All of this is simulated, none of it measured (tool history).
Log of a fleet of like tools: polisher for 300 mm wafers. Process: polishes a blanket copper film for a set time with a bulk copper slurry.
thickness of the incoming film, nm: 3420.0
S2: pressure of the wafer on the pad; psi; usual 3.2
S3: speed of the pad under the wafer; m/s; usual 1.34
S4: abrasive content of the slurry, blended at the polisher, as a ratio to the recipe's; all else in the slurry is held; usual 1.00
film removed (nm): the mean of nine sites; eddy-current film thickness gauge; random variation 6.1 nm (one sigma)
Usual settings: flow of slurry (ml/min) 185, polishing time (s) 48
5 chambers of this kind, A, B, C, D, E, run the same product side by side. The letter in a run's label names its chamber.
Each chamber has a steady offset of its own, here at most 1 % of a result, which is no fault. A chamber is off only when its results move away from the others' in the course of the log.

-- hour=2.9 chamber D: slurry blender recalibrated
-- hour=3.4 chamber E: slurry blender recalibrated
-- hour=6.6 chamber D: head pressure recalibrated
run 1D hour=10.2 | flow_of_slurry_(ml/min)=185 S2=3.2 S3=1.34 S4=1.00 polishing_time_(s)=48 | film_removed_(nm)=725.05
-- hour=14.2 chamber B: slurry nozzle cleaned
run 2E hour=19.3 | flow_of_slurry_(ml/min)=185 S2=3.2 S3=1.34 S4=1.00 polishing_time_(s)=48 | film_removed_(nm)=711.22
run 3C hour=26.0 | flow_of_slurry_(ml/min)=185 S2=3.2 S3=1.34 S4=1.00 polishing_time_(s)=48 | film_removed_(nm)=709.62
run 4B hour=35.5 | flow_of_slurry_(ml/min)=185 S2=3.2 S3=1.34 S4=1.00 polishing_time_(s)=48 | film_removed_(nm)=712.11
run 5A hour=41.4 | flow_of_slurry_(ml/min)=185 S2=2.3 S3=1.34 S4=1.00 polishing_time_(s)=62 | film_removed_(nm)=658.60
-- hour=44.6 chamber C: worn pad replaced by a new one
run 6B hour=47.5 | flow_of_slurry_(ml/min)=185 S2=2.3 S3=1.34 S4=1.00 polishing_time_(s)=62 | film_removed_(nm)=671.56
-- hour=56.7 chamber E: worn pad replaced by a new one
run 7C hour=56.8 | flow_of_slurry_(ml/min)=185 S2=2.3 S3=1.34 S4=1.00 polishing_time_(s)=62 | film_removed_(nm)=662.06
-- hour=63.6 chamber E: head pressure recalibrated
run 8D hour=69.4 | flow_of_slurry_(ml/min)=185 S2=2.3 S3=1.34 S4=1.00 polishing_time_(s)=62 | film_removed_(nm)=675.44
run 9A hour=82.5 | flow_of_slurry_(ml/min)=185 S2=2.3 S3=1.34 S4=1.00 polishing_time_(s)=62 | film_removed_(nm)=668.42
-- hour=88.3 chamber A: worn pad replaced by a new one
run 10E hour=90.5 | flow_of_slurry_(ml/min)=225 S2=3.2 S3=1.34 S4=1.00 polishing_time_(s)=48 | film_removed_(nm)=747.65
-- hour=98.8 chamber B: worn pad replaced by a new one
run 11E hour=103.0 | flow_of_slurry_(ml/min)=225 S2=3.2 S3=1.34 S4=1.00 polishing_time_(s)=48 | film_removed_(nm)=737.79
-- hour=108.4 chamber D: worn pad replaced by a new one
-- hour=109.6 chamber D: slurry blender recalibrated
run 12A hour=114.6 | flow_of_slurry_(ml/min)=225 S2=3.2 S3=1.34 S4=1.00 polishing_time_(s)=48 | film_removed_(nm)=741.97
run 13D hour=127.9 | flow_of_slurry_(ml/min)=225 S2=3.2 S3=1.34 S4=1.00 polishing_time_(s)=48 | film_removed_(nm)=748.97
-- hour=136.3 chamber E: slurry blender recalibrated
run 14B hour=138.6 | flow_of_slurry_(ml/min)=225 S2=3.2 S3=1.34 S4=1.00 polishing_time_(s)=48 | film_removed_(nm)=753.16
run 15C hour=151.8 | flow_of_slurry_(ml/min)=185 S2=3.2 S3=1.34 S4=1.00 polishing_time_(s)=48 | film_removed_(nm)=722.98
run 16E hour=160.4 | flow_of_slurry_(ml/min)=185 S2=3.2 S3=1.34 S4=1.00 polishing_time_(s)=48 | film_removed_(nm)=713.25
run 17D hour=167.1 | flow_of_slurry_(ml/min)=185 S2=2.1 S3=1.34 S4=1.00 polishing_time_(s)=32 | film_removed_(nm)=317.62
-- hour=170.1 chamber A: slurry blender recalibrated
run 18A hour=174.9 | flow_of_slurry_(ml/min)=185 S2=2.1 S3=1.34 S4=1.00 polishing_time_(s)=32 | film_removed_(nm)=311.04
run 19C hour=183.3 | flow_of_slurry_(ml/min)=185 S2=2.1 S3=1.34 S4=1.00 polishing_time_(s)=32 | film_removed_(nm)=307.58
-- hour=187.3 chamber E: worn pad replaced by a new one
run 20B hour=193.9 | flow_of_slurry_(ml/min)=185 S2=2.1 S3=1.34 S4=1.00 polishing_time_(s)=32 | film_removed_(nm)=326.87
run 21E hour=203.2 | flow_of_slurry_(ml/min)=185 S2=2.1 S3=1.34 S4=1.00 polishing_time_(s)=32 | film_removed_(nm)=316.36
-- hour=208.5 chamber A: slurry nozzle cleaned
-- hour=210.1 chamber C: worn pad replaced by a new one
run 22D hour=213.5 | flow_of_slurry_(ml/min)=185 S2=3.2 S3=1.34 S4=1.00 polishing_time_(s)=48 | film_removed_(nm)=723.90
-- hour=214.1 chamber D: slurry blender recalibrated
-- hour=219.0 chamber D: worn pad replaced by a new one
run 23B hour=221.9 | flow_of_slurry_(ml/min)=185 S2=3.2 S3=1.34 S4=1.00 polishing_time_(s)=48 | film_removed_(nm)=759.75
run 24A hour=233.5 | flow_of_slurry_(ml/min)=185 S2=3.2 S3=1.34 S4=1.00 polishing_time_(s)=48 | film_removed_(nm)=717.04
-- hour=236.1 chamber B: slurry nozzle cleaned
-- hour=238.5 chamber B: slurry blender recalibrated
run 25C hour=244.6 | flow_of_slurry_(ml/min)=185 S2=3.2 S3=1.34 S4=1.00 polishing_time_(s)=48 | film_removed_(nm)=706.70
run 26A hour=257.7 | flow_of_slurry_(ml/min)=185 S2=3.2 S3=1.48 S4=1.00 polishing_time_(s)=48 | film_removed_(nm)=798.45
-- hour=260.4 chamber C: slurry blender recalibrated
run 27D hour=266.7 | flow_of_slurry_(ml/min)=185 S2=3.2 S3=1.48 S4=1.00 polishing_time_(s)=48 | film_removed_(nm)=800.34
-- hour=271.8 chamber E: slurry blender recalibrated
run 28E hour=275.1 | flow_of_slurry_(ml/min)=185 S2=3.2 S3=1.48 S4=1.00 polishing_time_(s)=48 | film_removed_(nm)=795.21
-- hour=276.7 chamber A: worn pad replaced by a new one
run 29C hour=284.2 | flow_of_slurry_(ml/min)=185 S2=3.2 S3=1.48 S4=1.00 polishing_time_(s)=48 | film_removed_(nm)=784.20
run 30B hour=292.8 | flow_of_slurry_(ml/min)=185 S2=3.2 S3=1.48 S4=1.00 polishing_time_(s)=48 | film_removed_(nm)=862.32
-- hour=300.9 chamber B: worn pad replaced by a new one
run 31D hour=304.6 | flow_of_slurry_(ml/min)=185 S2=3.2 S3=1.34 S4=1.00 polishing_time_(s)=48 | film_removed_(nm)=731.22
run 32C hour=315.6 | flow_of_slurry_(ml/min)=185 S2=3.2 S3=1.34 S4=1.00 polishing_time_(s)=48 | film_removed_(nm)=710.87
run 33E hour=326.8 | flow_of_slurry_(ml/min)=185 S2=3.2 S3=1.34 S4=1.00 polishing_time_(s)=48 | film_removed_(nm)=715.15
-- hour=335.3 chamber E: worn pad replaced by a new one
run 34A hour=339.1 | flow_of_slurry_(ml/min)=185 S2=3.2 S3=1.34 S4=1.00 polishing_time_(s)=48 | film_removed_(nm)=711.52
run 35B hour=347.2 | flow_of_slurry_(ml/min)=185 S2=3.2 S3=1.34 S4=1.00 polishing_time_(s)=48 | film_removed_(nm)=793.49
run 36B hour=360.2 | flow_of_slurry_(ml/min)=185 S2=3.2 S3=1.34 S4=0.85 polishing_time_(s)=48 | film_removed_(nm)=757.45
run 37E hour=368.5 | flow_of_slurry_(ml/min)=185 S2=3.2 S3=1.34 S4=0.85 polishing_time_(s)=48 | film_removed_(nm)=705.08

Next, every chamber runs the same settings. What will each give?
run 38A hour=378.0 | flow_of_slurry_(ml/min)=185 S2=3.2 S3=1.34 S4=1.00 polishing_time_(s)=48 | film_removed_(nm)=?
run 38B hour=378.0 | flow_of_slurry_(ml/min)=185 S2=3.2 S3=1.34 S4=1.00 polishing_time_(s)=48 | film_removed_(nm)=?
run 38C hour=378.0 | flow_of_slurry_(ml/min)=185 S2=3.2 S3=1.34 S4=1.00 polishing_time_(s)=48 | film_removed_(nm)=?
run 38D hour=378.0 | flow_of_slurry_(ml/min)=185 S2=3.2 S3=1.34 S4=1.00 polishing_time_(s)=48 | film_removed_(nm)=?
run 38E hour=378.0 | flow_of_slurry_(ml/min)=185 S2=3.2 S3=1.34 S4=1.00 polishing_time_(s)=48 | film_removed_(nm)=?

run=38A film_removed_(nm)=713.55
run=38B film_removed_(nm)=783.27
run=38C film_removed_(nm)=722.85
run=38D film_removed_(nm)=728.00
run=38E film_removed_(nm)=735.91
